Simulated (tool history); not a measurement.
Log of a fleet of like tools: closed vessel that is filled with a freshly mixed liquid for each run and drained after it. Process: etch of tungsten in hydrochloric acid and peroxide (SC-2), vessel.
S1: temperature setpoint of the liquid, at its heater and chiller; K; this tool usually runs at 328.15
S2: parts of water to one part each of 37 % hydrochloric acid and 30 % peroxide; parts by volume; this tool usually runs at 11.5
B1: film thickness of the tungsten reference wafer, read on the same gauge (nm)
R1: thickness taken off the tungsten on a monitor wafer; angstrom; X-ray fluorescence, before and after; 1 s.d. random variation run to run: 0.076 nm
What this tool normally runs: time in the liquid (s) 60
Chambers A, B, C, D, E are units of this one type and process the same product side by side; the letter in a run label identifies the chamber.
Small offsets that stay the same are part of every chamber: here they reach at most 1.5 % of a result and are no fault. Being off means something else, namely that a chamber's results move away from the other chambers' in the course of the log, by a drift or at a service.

Run 1A, day 0.254: usual settings; B1 50.000. Result: R1 105.950 angstrom.
Run 2E, day 0.650: usual settings; B1 50.015. Result: R1 107.880 angstrom.
Run 3C, day 1.096: usual settings; B1 50.046. Result: R1 104.610 angstrom.
Run 4B, day 1.296: usual settings; B1 50.010. Result: R1 105.110 angstrom.
At day 1.475: chamber B: thermometer replaced.
Run 5D, day 1.554: usual settings; B1 50.038. Result: R1 106.310 angstrom.
Run 6C, day 1.896: usual settings but S2 6.0 parts by volume, time in the liquid (s) 85; B1 49.976. Result: R1 255.600 angstrom.
Run 7D, day 2.329: usual settings but S2 6.0 parts by volume, time in the liquid (s) 85; B1 49.992. Result: R1 257.900 angstrom.
Run 8A, day 2.662: usual settings but S2 6.0 parts by volume, time in the liquid (s) 85; B1 49.990. Result: R1 254.310 angstrom.
Run 9E, day 2.988: usual settings but S2 6.0 parts by volume, time in the liquid (s) 85; B1 49.986. Result: R1 258.970 angstrom.
Run 10B, day 3.271: usual settings but S2 6.0 parts by volume, time in the liquid (s) 85; B1 49.995. Result: R1 252.300 angstrom.
Run 11E, day 3.671: usual settings; B1 49.988. Result: R1 107.720 angstrom.
Run 12D, day 4.071: usual settings but S1 331.65 K, S2 8.5 parts by volume; B1 49.990. Result: R1 171.650 angstrom.
At day 4.100: chamber B: chemicals flow meter replaced.
Run 13B, day 4.283: usual settings but S1 331.65 K, S2 8.5 parts by volume; B1 50.022. Result: R1 171.710 angstrom.
At day 4.308: chamber D: chemicals flow meter replaced.
Run 14A, day 4.612: usual settings but S1 331.65 K, S2 8.5 parts by volume; B1 50.019. Result: R1 171.110 angstrom.
Run 15C, day 4.867: usual settings but S1 331.65 K, S2 8.5 parts by volume; B1 49.989. Result: R1 172.180 angstrom.
Run 16E, day 5.292: usual settings but S1 331.65 K, S2 8.5 parts by volume; B1 49.965. Result: R1 175.250 angstrom.
Run 17A, day 5.583: usual settings; B1 49.974. Result: R1 107.180 angstrom.
Run 18D, day 5.962: usual settings; B1 49.974. Result: R1 106.190 angstrom.
Run 19B, day 6.304: usual settings; B1 50.004. Result: R1 105.500 angstrom.
Run 20C, day 6.571: usual settings; B1 50.024. Result: R1 103.710 angstrom.
Run 21D, day 7.033: usual settings but S1 336.15 K, S2 16.5 parts by volume; B1 49.990. Result: R1 128.000 angstrom.
Run 22E, day 7.467: usual settings but S1 336.15 K, S2 16.5 parts by volume; B1 49.993. Result: R1 129.800 angstrom.
Run 23C, day 7.929: usual settings but S1 336.15 K, S2 16.5 parts by volume; B1 50.016. Result: R1 124.020 angstrom.
Run 24B, day 8.212: usual settings but S1 336.15 K, S2 16.5 parts by volume; B1 50.001. Result: R1 129.120 angstrom.
Run 25A, day 8.454: usual settings but S1 336.15 K, S2 16.5 parts by volume; B1 50.039. Result: R1 127.500 angstrom.
Run 26C, day 8.746: usual settings; B1 49.985. Result: R1 101.000 angstrom.
At day 8.771: chamber A: new drum of peroxide connected.
Run 27E, day 9.133: usual settings; B1 49.973. Result: R1 107.530 angstrom.
At day 9.342: chamber E: new drum of peroxide connected.
Run 28A, day 9.475: usual settings; B1 49.985. Result: R1 106.850 angstrom.
Run 29D, day 9.762: usual settings; B1 50.012. Result: R1 106.530 angstrom.
Run 30B, day 9.967: usual settings; B1 50.051. Result: R1 106.870 angstrom.
Run 31C, day 10.417: usual settings; B1 50.022. Result: R1 99.585 angstrom.
At day 10.571: chamber E: chemicals flow meter replaced.
Run 32E, day 10.733: usual settings; B1 50.010. Result: R1 108.760 angstrom.

Each of the 5 chambers runs these same settings next. Fill in every chamber's results:
Run 33A, day 11.067: usual settings but S2 9.0 parts by volume. Result: R1 ?.
Run 33B, day 11.067: usual settings but S2 9.0 parts by volume. Result: R1 ?.
Run 33C, day 11.067: usual settings but S2 9.0 parts by volume. Result: R1 ?.
Run 33D, day 11.067: usual settings but S2 9.0 parts by volume. Result: R1 ?.
Run 33E, day 11.067: usual settings but S2 9.0 parts by volume. Result: R1 ?.

run       R1
33A  130.930
33B  129.180
33C  121.340
33D  128.970
33E  131.840
